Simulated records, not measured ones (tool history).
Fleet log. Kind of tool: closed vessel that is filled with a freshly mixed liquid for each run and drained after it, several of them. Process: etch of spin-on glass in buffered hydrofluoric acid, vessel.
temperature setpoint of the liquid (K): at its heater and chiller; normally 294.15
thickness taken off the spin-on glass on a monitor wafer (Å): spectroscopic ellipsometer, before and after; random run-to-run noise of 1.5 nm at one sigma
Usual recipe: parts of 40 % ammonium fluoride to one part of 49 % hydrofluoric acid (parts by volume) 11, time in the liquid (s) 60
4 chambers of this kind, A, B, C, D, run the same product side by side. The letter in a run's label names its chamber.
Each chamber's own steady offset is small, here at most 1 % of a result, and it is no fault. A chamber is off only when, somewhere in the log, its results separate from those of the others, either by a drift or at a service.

run,hour,temperature setpoint of the liquid (K),parts of 40 % ammonium fluoride to one part of 49 % hydrofluoric acid (parts by volume),time in the liquid (s),hours since the thermometer was replaced,hours since the hydrofluoric acid flow meter was replaced,"read-back film thickness of the spin-on glass reference wafer, read on the same gauge (nm)",thickness taken off the spin-on glass on a monitor wafer (Å)
# hour 6.9: chamber C: hydrofluoric acid flow meter replaced
# hour 11.3: chamber D: thermometer replaced
1D,12.2,294.15,11,60,1,320.5,70.027,1891.4
2A,21.5,294.15,11,60,281.6,745.4,70.01,1888.1
3B,36.7,294.15,11,60,372.3,551.5,70.019,1903.2
4C,52,294.15,11,60,719,45.2,69.981,1913.9
5B,63.3,294.15,11,60,398.9,578.1,70.002,1934
6D,71.1,294.15,11,60,59.9,379.4,69.983,1911
7C,86.5,294.15,11,60,753.5,79.7,69.998,1872
8A,97.6,294.15,11,60,357.7,821.5,69.993,1915.5
9D,105.7,298.15,11,30,94.5,414,70.009,1191.8
10C,116.3,298.15,11,30,783.3,109.5,69.971,1173.4
11B,125.1,298.15,11,30,460.7,639.9,69.977,1182.6
12A,140.8,298.15,11,30,400.9,864.7,70.017,1155
13D,150.4,294.15,11,60,139.2,458.7,69.978,1893.4
14B,161.5,294.15,11,60,497.1,676.3,70.009,1864.3
15A,177.4,294.15,11,60,437.5,901.3,69.986,1832.8
16C,186.9,294.15,11,60,853.9,180.1,70.02,1914.2
17B,194.8,294.15,14.5,60,530.4,709.6,70,1459.1
18A,208.9,294.15,14.5,60,469,932.8,70.016,1388.9
19D,223.3,294.15,14.5,60,212.1,531.6,69.994,1451.6
20C,236.2,294.15,14.5,60,903.2,229.4,69.986,1465.9
21A,245.7,294.15,11,60,505.8,969.6,69.975,1784.8
22C,256.9,294.15,11,60,923.9,250.1,69.983,1925.3
23D,269.9,294.15,11,60,258.7,578.2,69.994,1900.1
24B,286.3,294.15,11,60,621.9,801.1,69.964,1900.7
25B,300.1,294.15,9,30,635.7,814.9,70.009,1110.5
26A,316.3,294.15,9,30,576.4,1040.2,70.001,1014.8

All chambers now run identical settings, listed one chamber a line with results as question marks. What results will each chamber show?
27A,328.3,294.15,15,60,,,,?
27B,328.3,294.15,15,60,,,,?
27C,328.3,294.15,15,60,,,,?
27D,328.3,294.15,15,60,,,,?

run,thickness taken off the spin-on glass on a monitor wafer (Å)
27A,1282.7
27B,1407.1
27C,1418.8
27D,1400.1

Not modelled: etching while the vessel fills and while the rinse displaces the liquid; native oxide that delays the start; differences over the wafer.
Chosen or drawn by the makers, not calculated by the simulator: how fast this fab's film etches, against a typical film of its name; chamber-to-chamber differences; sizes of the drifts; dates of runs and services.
